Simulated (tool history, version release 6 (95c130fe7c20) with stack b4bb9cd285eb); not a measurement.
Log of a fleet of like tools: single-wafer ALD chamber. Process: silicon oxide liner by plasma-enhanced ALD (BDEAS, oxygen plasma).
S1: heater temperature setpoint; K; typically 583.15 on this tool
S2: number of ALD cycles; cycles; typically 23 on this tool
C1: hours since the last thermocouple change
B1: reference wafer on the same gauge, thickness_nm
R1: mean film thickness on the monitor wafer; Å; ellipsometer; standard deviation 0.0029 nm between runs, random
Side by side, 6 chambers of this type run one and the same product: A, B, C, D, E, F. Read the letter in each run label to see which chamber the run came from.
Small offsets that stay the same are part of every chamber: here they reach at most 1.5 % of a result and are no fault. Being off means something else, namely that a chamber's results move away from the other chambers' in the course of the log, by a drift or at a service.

run 1F hour=11.5 | S1=583.15 S2=23 | C1=1798.1 | B1=2.3799 | R1=20.861
-- hour=13.4 chamber C: thermocouple changed; heater temperature recalibrated
run 2E hour=18.2 | S1=583.15 S2=23 | C1=1768.4 | B1=2.3806 | R1=21.277
run 3C hour=28.9 | S1=583.15 S2=23 | C1=15.6 | B1=2.3808 | R1=21.137
run 4A hour=36.6 | S1=583.15 S2=23 | C1=608.4 | B1=2.3811 | R1=21.176
run 5B hour=47.0 | S1=583.15 S2=23 | C1=887.3 | B1=2.3819 | R1=21.150
run 6D hour=59.6 | S1=583.15 S2=23 | C1=2105.3 | B1=2.3824 | R1=21.237
run 7F hour=74.5 | S1=583.15 S2=23 | C1=1861.1 | B1=2.3821 | R1=20.875
run 8B hour=87.0 | S1=583.15 S2=23 | C1=927.3 | B1=2.3820 | R1=21.187
run 9C hour=95.9 | S1=570.15 S2=20 | C1=82.6 | B1=2.3837 | R1=18.835
run 10A hour=111.2 | S1=570.15 S2=20 | C1=683.0 | B1=2.3834 | R1=18.908
run 11D hour=122.1 | S1=570.15 S2=20 | C1=2167.8 | B1=2.3835 | R1=18.882
run 12E hour=129.6 | S1=570.15 S2=20 | C1=1879.8 | B1=2.3836 | R1=18.989
run 13D hour=141.9 | S1=570.15 S2=20 | C1=2187.6 | B1=2.3846 | R1=18.913
run 14C hour=157.2 | S1=570.15 S2=20 | C1=143.9 | B1=2.3852 | R1=18.816
run 15B hour=169.0 | S1=583.15 S2=23 | C1=1009.3 | B1=2.3856 | R1=21.147
run 16A hour=182.2 | S1=583.15 S2=23 | C1=754.0 | B1=2.3853 | R1=21.225
run 17F hour=195.3 | S1=583.15 S2=23 | C1=1981.9 | B1=2.3865 | R1=20.904
run 18E hour=203.9 | S1=569.15 S2=20 | C1=1954.1 | B1=2.3869 | R1=19.098
run 19C hour=216.5 | S1=569.15 S2=20 | C1=203.2 | B1=2.3865 | R1=18.883
run 20F hour=229.0 | S1=569.15 S2=20 | C1=2015.6 | B1=2.3861 | R1=18.666
run 21E hour=238.7 | S1=569.15 S2=20 | C1=1988.9 | B1=2.3871 | R1=19.133
-- hour=244.9 chamber D: thermocouple changed; heater temperature recalibrated
run 22A hour=251.5 | S1=569.15 S2=20 | C1=823.3 | B1=2.3885 | R1=18.978
run 23D hour=258.3 | S1=569.15 S2=20 | C1=13.5 | B1=2.3884 | R1=19.015
run 24B hour=266.6 | S1=583.15 S2=23 | C1=1106.9 | B1=2.3888 | R1=21.192
run 25B hour=278.1 | S1=583.15 S2=23 | C1=1118.4 | B1=2.3884 | R1=21.169
run 26E hour=289.2 | S1=583.15 S2=23 | C1=2039.4 | B1=2.3888 | R1=21.370
run 27F hour=303.2 | S1=583.15 S2=23 | C1=2089.8 | B1=2.3894 | R1=20.984
run 28D hour=317.9 | S1=583.15 S2=23 | C1=73.1 | B1=2.3897 | R1=21.265
run 29A hour=331.8 | S1=583.15 S2=23 | C1=903.6 | B1=2.3903 | R1=21.281
run 30C hour=344.2 | S1=583.15 S2=23 | C1=330.9 | B1=2.3911 | R1=21.235
run 31E hour=353.7 | S1=583.15 S2=23 | C1=2103.9 | B1=2.3906 | R1=21.332
run 32A hour=369.2 | S1=583.15 S2=23 | C1=941.0 | B1=2.3909 | R1=21.356
run 33B hour=379.3 | S1=583.15 S2=23 | C1=1219.6 | B1=2.3918 | R1=21.262
run 34C hour=391.7 | S1=583.15 S2=23 | C1=378.4 | B1=2.3924 | R1=21.267
run 35F hour=405.8 | S1=583.15 S2=23 | C1=2192.4 | B1=2.3924 | R1=20.921
run 36D hour=416.7 | S1=583.15 S2=23 | C1=171.9 | B1=2.3928 | R1=21.324

Next, every chamber runs the same settings. What will each give?
run 37A hour=427.9 | S1=571.15 S2=23 | R1=?
run 37B hour=427.9 | S1=571.15 S2=23 | R1=?
run 37C hour=427.9 | S1=571.15 S2=23 | R1=?
run 37D hour=427.9 | S1=571.15 S2=23 | R1=?
run 37E hour=427.9 | S1=571.15 S2=23 | R1=?
run 37F hour=427.9 | S1=571.15 S2=23 | R1=?

run=37A R1=21.757
run=37B R1=21.617
run=37C R1=21.658
run=37D R1=21.788
run=37E R1=21.889
run=37F R1=21.387

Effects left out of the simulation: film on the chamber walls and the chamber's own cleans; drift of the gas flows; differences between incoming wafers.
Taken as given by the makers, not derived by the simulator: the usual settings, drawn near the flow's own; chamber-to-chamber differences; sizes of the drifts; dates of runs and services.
